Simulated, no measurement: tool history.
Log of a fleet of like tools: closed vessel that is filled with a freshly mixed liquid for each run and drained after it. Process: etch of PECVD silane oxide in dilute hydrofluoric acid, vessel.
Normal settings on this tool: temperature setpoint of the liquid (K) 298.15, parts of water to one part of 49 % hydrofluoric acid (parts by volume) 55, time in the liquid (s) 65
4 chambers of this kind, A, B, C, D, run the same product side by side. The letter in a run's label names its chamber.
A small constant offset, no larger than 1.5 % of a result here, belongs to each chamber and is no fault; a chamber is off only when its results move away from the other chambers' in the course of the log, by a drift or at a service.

run,hour,temperature setpoint of the liquid (K),parts of water to one part of 49 % hydrofluoric acid (parts by volume),time in the liquid (s),"read-back film thickness of the PECVD silane oxide reference wafer, read on the same gauge (nm)",thickness taken off the PECVD silane oxide on a monitor wafer (nm)
1C,7.6,298.15,55,65,29.994,43.179
2D,17.9,298.15,55,65,30.012,42.741
3A,29.7,298.15,55,65,29.990,42.855
# hour 36.2: chamber B: hydrofluoric acid flow meter replaced
4B,39.3,298.15,55,65,30.010,42.726
5C,48.3,298.15,55,65,29.998,42.567
6A,61.9,293.65,70,65,29.983,27.229
7B,73.9,293.65,70,65,30.013,27.538
8D,81.5,293.65,70,65,29.999,26.884
9A,90.7,293.65,70,65,30.012,27.431
10B,103.9,298.15,55,65,30.008,42.707
11C,113.2,298.15,55,65,30.022,42.967
12D,123.2,298.15,55,65,30.012,42.877
13D,131.3,298.15,55,65,29.999,42.864
14C,142.3,298.15,55,65,29.997,42.102
15B,149.3,298.15,55,65,29.978,42.671
16A,158.4,298.15,55,65,30.004,43.062
17B,170.7,298.15,55,65,30.012,42.596
18A,183.6,302.65,75,65,29.976,36.665
19C,191.4,302.65,75,65,30.001,35.223
20D,200.0,302.65,75,65,29.988,36.578
21B,206.8,302.65,75,65,30.028,36.228
22C,214.7,298.15,55,65,29.993,40.941
23A,227.7,298.15,55,65,30.010,42.231
24D,238.7,298.15,55,65,30.023,42.165
25D,244.9,298.15,55,65,30.011,42.462
26B,255.1,298.15,55,65,29.987,43.150

Decide between three cases: one chamber stands off from its peers, the gauge reading all wafers drifts, or nothing is wrong past each chamber's small offset. Where a chamber is off, say which and what most likely put it there.

One chamber, C, drifts off from the rest bit by bit.
What lies behind it: hydrofluoric acid flow below the setpoint (%) = 7.31.
From this log alone, it may not be told apart from: liquid colder than its thermometer reads (K).

Below are 4 candidate recipes for chamber C's next run, each the usual settings with a change, their results shown as question marks. Which of them brings C's results back in line with what the other chambers give on the usual settings?
To be in line, a result may differ from the other chambers' mean on the usual settings by at most: thickness taken off the PECVD silane oxide on a monitor wafer (nm) 1.300
27C-1,265.1,297.65,55,65,,?
27C-2,265.1,298.65,55,65,,?
27C-3,265.1,298.15,55,70,,?
27C-4,265.1,298.15,55,60,,?

The other chambers' mean on the usual settings: thickness taken off the PECVD silane oxide on a monitor wafer (nm) 42.642
run,thickness taken off the PECVD silane oxide on a monitor wafer (nm)
27C-1,38.728
27C-2,40.314
27C-3,42.545
27C-4,36.468
27C-3 puts the chamber back in line with the other chambers.
